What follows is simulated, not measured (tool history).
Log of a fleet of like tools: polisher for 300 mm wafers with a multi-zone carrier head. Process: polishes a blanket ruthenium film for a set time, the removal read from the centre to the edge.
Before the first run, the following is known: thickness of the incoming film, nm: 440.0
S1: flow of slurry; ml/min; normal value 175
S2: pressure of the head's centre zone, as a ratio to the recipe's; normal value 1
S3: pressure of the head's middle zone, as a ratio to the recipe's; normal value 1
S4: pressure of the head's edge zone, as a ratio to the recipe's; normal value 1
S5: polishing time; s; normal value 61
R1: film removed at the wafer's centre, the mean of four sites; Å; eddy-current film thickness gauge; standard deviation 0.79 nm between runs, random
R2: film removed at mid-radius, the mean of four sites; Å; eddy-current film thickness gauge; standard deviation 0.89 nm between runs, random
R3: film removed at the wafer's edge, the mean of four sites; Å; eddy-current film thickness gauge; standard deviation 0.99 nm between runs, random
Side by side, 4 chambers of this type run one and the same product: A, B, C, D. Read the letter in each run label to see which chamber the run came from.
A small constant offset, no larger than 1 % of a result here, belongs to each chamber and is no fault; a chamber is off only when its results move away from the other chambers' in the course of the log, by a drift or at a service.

run    day   S1    S2    S3    S4  S5      R1      R2      R3
 1A  0.175  175     1     1     1  61  822.61  800.29  826.49
 2C  0.304  175     1     1     1  61  821.46  821.85  826.14
 3B  0.462  175     1     1     1  61   829.4  830.34  840.24
 4D  0.558  175     1     1     1  61  838.49  826.65  837.78
 5B  0.696  175     1     1     1  61  825.24  828.75   835.9
     0.762  -- chamber C: worn pad replaced by a new one
 6C    0.8  175     1     1     1  61  823.35  847.39  852.51
 7A  0.967  175     1     1     1  61  841.63  837.55  834.37
 8D  1.133  175     1     1     1  61  831.87  819.87   806.1
 9B  1.304  175     1     1     1  61  824.97  825.46  839.72
     1.312  -- chamber D: worn pad replaced by a new one
10D  1.408  175     1     1     1  61  841.06  815.62  821.41
11A  1.583  175     1     1     1  61   822.7  811.15  845.24
12C  1.767  175   1.1  1.09     1  61  903.28  905.52  826.42
13B  1.929  175   1.1  1.09     1  61  907.88  900.37  819.65
14D   2.05  175   1.1  1.09     1  61  926.04  901.15  834.41
     2.062  -- chamber C: centre zone pressure recalibrated
15A  2.158  175   1.1  1.09     1  61  922.38  892.38  833.24
16C  2.267  175     1     1     1  61  756.63  826.89  834.92
     2.379  -- chamber B: worn pad replaced by a new one
17C    2.4  175     1     1     1  61  759.65  822.06  840.35
18B  2.504  175     1     1     1  61  816.72  821.98  831.34
19A  2.658  175     1     1     1  61  832.04  837.18  836.32
20D  2.792  175     1     1     1  61  832.96  825.25  831.45
21C  2.908  175     1  1.06     1  61  759.32  857.47  808.29
     3.012  -- chamber D: slurry nozzle cleaned
     3.021  -- chamber A: slurry nozzle cleaned
22D  3.071  175     1  1.06     1  61  839.98  878.74  837.57
     3.171  -- chamber A: worn pad replaced by a new one
23B  3.204  175     1  1.06     1  61  829.75  872.62  833.47
24A  3.354  175     1  1.06     1  61  830.89  861.48  844.44
25A  3.438  155  1.06     1     1  61  872.45  796.38  824.89
26D  3.562  155  1.06     1     1  61  879.02  802.03  806.75
27B  3.662  155  1.06     1     1  61  836.02  816.71  825.83
28C  3.838  155  1.06     1     1  61  784.16  801.94  808.77
29C  3.992  175     1     1     1  61  756.92  815.12  844.91
30D  4.154  175     1     1  1.06  44  600.62  596.38  616.32

Next, all 4 chambers run the settings below, one line each with question marks for the results. What does each chamber give?
31A  4.288  175   1   1  1.1  61   ?   ?   ?
31B  4.288  175   1   1  1.1  61   ?   ?   ?
31C  4.288  175   1   1  1.1  61   ?   ?   ?
31D  4.288  175   1   1  1.1  61   ?   ?   ?

run      R1      R2      R3
31A  830.34   837.4  861.69
31B  822.51  833.79     871
31C  763.38  851.38  875.86
31D  849.71  828.23  871.34
